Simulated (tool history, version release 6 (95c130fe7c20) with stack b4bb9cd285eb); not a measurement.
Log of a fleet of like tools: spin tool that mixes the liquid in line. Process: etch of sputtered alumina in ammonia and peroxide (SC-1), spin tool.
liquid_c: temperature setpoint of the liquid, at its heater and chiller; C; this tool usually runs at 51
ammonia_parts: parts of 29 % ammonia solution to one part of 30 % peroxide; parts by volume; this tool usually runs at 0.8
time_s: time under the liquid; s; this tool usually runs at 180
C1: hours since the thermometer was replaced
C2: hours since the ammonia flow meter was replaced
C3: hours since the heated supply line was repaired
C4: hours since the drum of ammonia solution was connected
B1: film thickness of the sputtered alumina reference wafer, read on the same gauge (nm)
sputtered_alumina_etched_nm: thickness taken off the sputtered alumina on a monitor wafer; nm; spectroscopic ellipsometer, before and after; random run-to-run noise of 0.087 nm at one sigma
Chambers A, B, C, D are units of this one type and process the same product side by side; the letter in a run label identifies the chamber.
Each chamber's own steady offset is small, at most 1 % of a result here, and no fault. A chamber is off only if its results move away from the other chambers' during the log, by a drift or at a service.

-- hour=0.4 chamber B: heated supply line repaired
run 1B hour=11.9 | liquid_c=51 ammonia_parts=0.8 time_s=180 | C1=229.1 C2=246.6 C3=11.6 C4=219.6 | B1=149.99 | sputtered_alumina_etched_nm=8.9442
run 2D hour=19.2 | liquid_c=51 ammonia_parts=0.8 time_s=180 | C1=169.3 C2=691.9 C3=1237.1 C4=393.8 | B1=150.02 | sputtered_alumina_etched_nm=8.6017
run 3A hour=34 | liquid_c=51 ammonia_parts=0.8 time_s=180 | C1=2067.2 C2=438.6 C3=2554 C4=492.1 | B1=150.01 | sputtered_alumina_etched_nm=8.6275
run 4C hour=45.8 | liquid_c=51 ammonia_parts=0.8 time_s=180 | C1=1224.9 C2=135.7 C3=1063.2 C4=69.8 | B1=149.97 | sputtered_alumina_etched_nm=8.6064
run 5C hour=55 | liquid_c=51 ammonia_parts=0.8 time_s=180 | C1=1234.1 C2=144.9 C3=1072.4 C4=79 | B1=150.02 | sputtered_alumina_etched_nm=8.6554
run 6D hour=67.4 | liquid_c=51 ammonia_parts=0.8 time_s=180 | C1=217.5 C2=740.1 C3=1285.3 C4=442 | B1=149.98 | sputtered_alumina_etched_nm=8.6709
run 7B hour=75.4 | liquid_c=51 ammonia_parts=0.8 time_s=180 | C1=292.6 C2=310.1 C3=75.1 C4=283.1 | B1=150.02 | sputtered_alumina_etched_nm=8.6601
run 8A hour=87.9 | liquid_c=51 ammonia_parts=0.8 time_s=180 | C1=2121.1 C2=492.5 C3=2607.9 C4=546 | B1=150.02 | sputtered_alumina_etched_nm=8.7614
run 9B hour=101.6 | liquid_c=51 ammonia_parts=0.8 time_s=180 | C1=318.8 C2=336.3 C3=101.3 C4=309.3 | B1=150.02 | sputtered_alumina_etched_nm=8.8689
run 10D hour=112.1 | liquid_c=51 ammonia_parts=0.8 time_s=180 | C1=262.2 C2=784.8 C3=1330 C4=486.7 | B1=150.01 | sputtered_alumina_etched_nm=8.5799
run 11A hour=125.5 | liquid_c=47 ammonia_parts=0.8 time_s=180 | C1=2158.7 C2=530.1 C3=2645.5 C4=583.6 | B1=150.01 | sputtered_alumina_etched_nm=6.9448
run 12C hour=139.2 | liquid_c=47 ammonia_parts=0.8 time_s=180 | C1=1318.3 C2=229.1 C3=1156.6 C4=163.2 | B1=150 | sputtered_alumina_etched_nm=6.7927
run 13B hour=151.3 | liquid_c=47 ammonia_parts=0.8 time_s=180 | C1=368.5 C2=386 C3=151 C4=359 | B1=149.99 | sputtered_alumina_etched_nm=7.0495
run 14A hour=166.1 | liquid_c=47 ammonia_parts=0.8 time_s=180 | C1=2199.3 C2=570.7 C3=2686.1 C4=624.2 | B1=149.99 | sputtered_alumina_etched_nm=6.8966
run 15C hour=176.4 | liquid_c=51 ammonia_parts=0.8 time_s=180 | C1=1355.5 C2=266.3 C3=1193.8 C4=200.4 | B1=150.01 | sputtered_alumina_etched_nm=8.4066
run 16D hour=190.7 | liquid_c=51 ammonia_parts=0.8 time_s=180 | C1=340.8 C2=863.4 C3=1408.6 C4=565.3 | B1=150 | sputtered_alumina_etched_nm=8.7456
run 17B hour=202.5 | liquid_c=51 ammonia_parts=0.8 time_s=180 | C1=419.7 C2=437.2 C3=202.2 C4=410.2 | B1=150.01 | sputtered_alumina_etched_nm=8.9174
run 18D hour=212.5 | liquid_c=51 ammonia_parts=0.8 time_s=180 | C1=362.6 C2=885.2 C3=1430.4 C4=587.1 | B1=150.02 | sputtered_alumina_etched_nm=8.7874
run 19A hour=220.1 | liquid_c=51 ammonia_parts=0.8 time_s=180 | C1=2253.3 C2=624.7 C3=2740.1 C4=678.2 | B1=149.97 | sputtered_alumina_etched_nm=8.4136
-- hour=222.7 chamber C: heated supply line repaired
run 20C hour=226.9 | liquid_c=51 ammonia_parts=0.8 time_s=180 | C1=1406 C2=316.8 C3=4.3 C4=250.9 | B1=150.01 | sputtered_alumina_etched_nm=8.3809
run 21C hour=235.3 | liquid_c=51 ammonia_parts=0.8 time_s=180 | C1=1414.4 C2=325.2 C3=12.7 C4=259.3 | B1=150.03 | sputtered_alumina_etched_nm=8.0999
run 22A hour=250.7 | liquid_c=51 ammonia_parts=0.8 time_s=180 | C1=2283.9 C2=655.3 C3=2770.7 C4=708.8 | B1=149.98 | sputtered_alumina_etched_nm=8.7725
run 23B hour=259.7 | liquid_c=51 ammonia_parts=0.8 time_s=180 | C1=476.9 C2=494.4 C3=259.4 C4=467.4 | B1=150.03 | sputtered_alumina_etched_nm=8.729
-- hour=260.1 chamber A: new drum of ammonia solution connected
run 24D hour=271.7 | liquid_c=51 ammonia_parts=0.8 time_s=180 | C1=421.8 C2=944.4 C3=1489.6 C4=646.3 | B1=150.03 | sputtered_alumina_etched_nm=8.809
run 25B hour=280.2 | liquid_c=51 ammonia_parts=0.8 time_s=180 | C1=497.4 C2=514.9 C3=279.9 C4=487.9 | B1=149.98 | sputtered_alumina_etched_nm=8.7459
run 26A hour=295.3 | liquid_c=51 ammonia_parts=0.8 time_s=180 | C1=2328.5 C2=699.9 C3=2815.3 C4=35.2 | B1=149.96 | sputtered_alumina_etched_nm=8.5443
run 27D hour=302.8 | liquid_c=51 ammonia_parts=0.8 time_s=180 | C1=452.9 C2=975.5 C3=1520.7 C4=677.4 | B1=150.01 | sputtered_alumina_etched_nm=8.9446
-- hour=312.9 chamber C: ammonia flow meter replaced
run 28C hour=314.9 | liquid_c=51 ammonia_parts=0.8 time_s=180 | C1=1494 C2=2 C3=92.3 C4=338.9 | B1=149.97 | sputtered_alumina_etched_nm=7.798
run 29A hour=323.4 | liquid_c=60 ammonia_parts=0.65 time_s=180 | C1=2356.6 C2=728 C3=2843.4 C4=63.3 | B1=149.96 | sputtered_alumina_etched_nm=13.615
run 30C hour=332.8 | liquid_c=60 ammonia_parts=0.65 time_s=180 | C1=1511.9 C2=19.9 C3=110.2 C4=356.8 | B1=150.01 | sputtered_alumina_etched_nm=12.473
run 31D hour=346.1 | liquid_c=60 ammonia_parts=0.65 time_s=180 | C1=496.2 C2=1018.8 C3=1564 C4=720.7 | B1=149.98 | sputtered_alumina_etched_nm=14.162
run 32B hour=355.1 | liquid_c=60 ammonia_parts=0.65 time_s=180 | C1=572.3 C2=589.8 C3=354.8 C4=562.8 | B1=150.05 | sputtered_alumina_etched_nm=13.984
run 33A hour=366.4 | liquid_c=51 ammonia_parts=0.8 time_s=180 | C1=2399.6 C2=771 C3=2886.4 C4=106.3 | B1=150.01 | sputtered_alumina_etched_nm=8.7553
run 34D hour=374.8 | liquid_c=51 ammonia_parts=0.8 time_s=180 | C1=524.9 C2=1047.5 C3=1592.7 C4=749.4 | B1=149.96 | sputtered_alumina_etched_nm=8.6387

All 4 chambers run these settings next. Forecast each chamber's results:
run 35A hour=385.8 | liquid_c=51 ammonia_parts=0.6 time_s=180 | sputtered_alumina_etched_nm=?
run 35B hour=385.8 | liquid_c=51 ammonia_parts=0.6 time_s=180 | sputtered_alumina_etched_nm=?
run 35C hour=385.8 | liquid_c=51 ammonia_parts=0.6 time_s=180 | sputtered_alumina_etched_nm=?
run 35D hour=385.8 | liquid_c=51 ammonia_parts=0.6 time_s=180 | sputtered_alumina_etched_nm=?

run=35A sputtered_alumina_etched_nm=8.4142
run=35B sputtered_alumina_etched_nm=8.4861
run=35C sputtered_alumina_etched_nm=7.4733
run=35D sputtered_alumina_etched_nm=8.4316

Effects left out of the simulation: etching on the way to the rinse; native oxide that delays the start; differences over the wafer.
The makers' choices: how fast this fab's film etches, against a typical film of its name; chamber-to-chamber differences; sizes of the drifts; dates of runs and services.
